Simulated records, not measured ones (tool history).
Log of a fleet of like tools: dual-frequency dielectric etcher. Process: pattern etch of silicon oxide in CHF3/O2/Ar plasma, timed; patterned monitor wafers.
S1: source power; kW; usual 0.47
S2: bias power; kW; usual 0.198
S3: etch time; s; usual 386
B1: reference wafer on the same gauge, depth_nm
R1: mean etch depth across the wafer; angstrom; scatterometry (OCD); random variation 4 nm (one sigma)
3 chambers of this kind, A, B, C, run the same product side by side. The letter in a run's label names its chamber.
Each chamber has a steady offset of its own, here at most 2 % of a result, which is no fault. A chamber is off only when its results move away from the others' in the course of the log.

| run | hour | S1 | S2 | S3 | B1 | R1 |
|---|---|---|---|---|---|---|
| 1C | 4.5 | 0.47 | 0.198 | 386 | 599.24 | 7320.4 |
| 2B | 7.2 | 0.47 | 0.198 | 386 | 599.57 | 7177.8 |
| 3A | 9.8 | 0.47 | 0.198 | 386 | 600.23 | 7074.1 |
| 4B | 13.1 | 0.47 | 0.198 | 386 | 598.15 | 7132.5 |
| 5C | 15.9 | 0.47 | 0.198 | 386 | 599.12 | 7219.9 |
| 6A | 19.5 | 0.47 | 0.198 | 386 | 598.44 | 7050.3 |
| 7B | 23.3 | 0.47 | 0.198 | 386 | 598.42 | 7192 |
| 8A | 25.3 | 0.47 | 0.198 | 386 | 599.04 | 7078.8 |
| 9C | 29.2 | 0.47 | 0.198 | 386 | 598.95 | 7304.4 |
| 10A | 33.5 | 0.47 | 0.169 | 386 | 598.94 | 6774.1 |
| 11C | 37.7 | 0.47 | 0.169 | 386 | 599.67 | 6867.2 |
| 12B | 41 | 0.47 | 0.169 | 386 | 598.87 | 6807.6 |
| 13B | 45.5 | 0.47 | 0.198 | 386 | 599.28 | 7111.7 |
| 14A | 50 | 0.47 | 0.198 | 386 | 598.68 | 7074.8 |
| 15C | 54.3 | 0.47 | 0.198 | 386 | 598.53 | 7289.6 |
| 16B | 58.5 | 0.47 | 0.198 | 318 | 599.91 | 5891.1 |
| 17C | 61.1 | 0.47 | 0.198 | 318 | 598.34 | 6017.5 |
| 18A | 63.4 | 0.47 | 0.198 | 318 | 599.14 | 5806 |
| 19B | 67.4 | 0.47 | 0.198 | 386 | 599.1 | 7041.2 |
| 20A | 70.9 | 0.47 | 0.198 | 386 | 599.35 | 7141.3 |
| 21C | 74.1 | 0.47 | 0.198 | 386 | 597.95 | 7317.7 |
| 22C | 77 | 0.47 | 0.171 | 471 | 599.04 | 8478.3 |
| 23A | 80.7 | 0.47 | 0.171 | 471 | 598.89 | 8257.5 |
| 24B | 84.3 | 0.47 | 0.171 | 471 | 598.75 | 8129 |
| 25B | 87.8 | 0.47 | 0.198 | 386 | 598.41 | 6901.5 |
| 26C | 91.9 | 0.47 | 0.198 | 386 | 599.64 | 7276.5 |
| 27A | 96.3 | 0.47 | 0.198 | 386 | 598.92 | 7098.8 |
| 28C | 99.4 | 0.47 | 0.198 | 386 | 599.18 | 7265.4 |
| 29A | 101.7 | 0.47 | 0.198 | 386 | 598.53 | 7126.5 |
| 30B | 105.4 | 0.47 | 0.198 | 386 | 599.3 | 6973.9 |

What goes on in this fleet: one chamber off, a drifting gauge, or nothing beyond the chambers' own small offsets? Name the chamber and the cause, if any.

Chamber B drifts away from the others.
Cause: etch rate under this chamber's usual, % = 4.11.

Here are 4 candidates for chamber B's next run, each the usual settings with a change, their results left as question marks. Which one brings its results back in line with what the others give on the usual settings?
In line means no further than this from the other chambers' mean on the usual settings: R1 140 angstrom
| 31B-1 | 108.7 | 0.47 | 0.196 | 370 |  | ? |
| 31B-2 | 108.7 | 0.48 | 0.202 | 414.5 |  | ? |
| 31B-3 | 108.7 | 0.5 | 0.21 | 386 |  | ? |
| 31B-4 | 108.7 | 0.47 | 0.198 | 352.5 |  | ? |

The other chambers' mean on the usual settings: R1 7214.1 angstrom
| run | R1 |
|---|---|
| 31B-1 | 6588.9 |
| 31B-2 | 7518.1 |
| 31B-3 | 7205.9 |
| 31B-4 | 6299.4 |
31B-3 brings the chamber back in line.

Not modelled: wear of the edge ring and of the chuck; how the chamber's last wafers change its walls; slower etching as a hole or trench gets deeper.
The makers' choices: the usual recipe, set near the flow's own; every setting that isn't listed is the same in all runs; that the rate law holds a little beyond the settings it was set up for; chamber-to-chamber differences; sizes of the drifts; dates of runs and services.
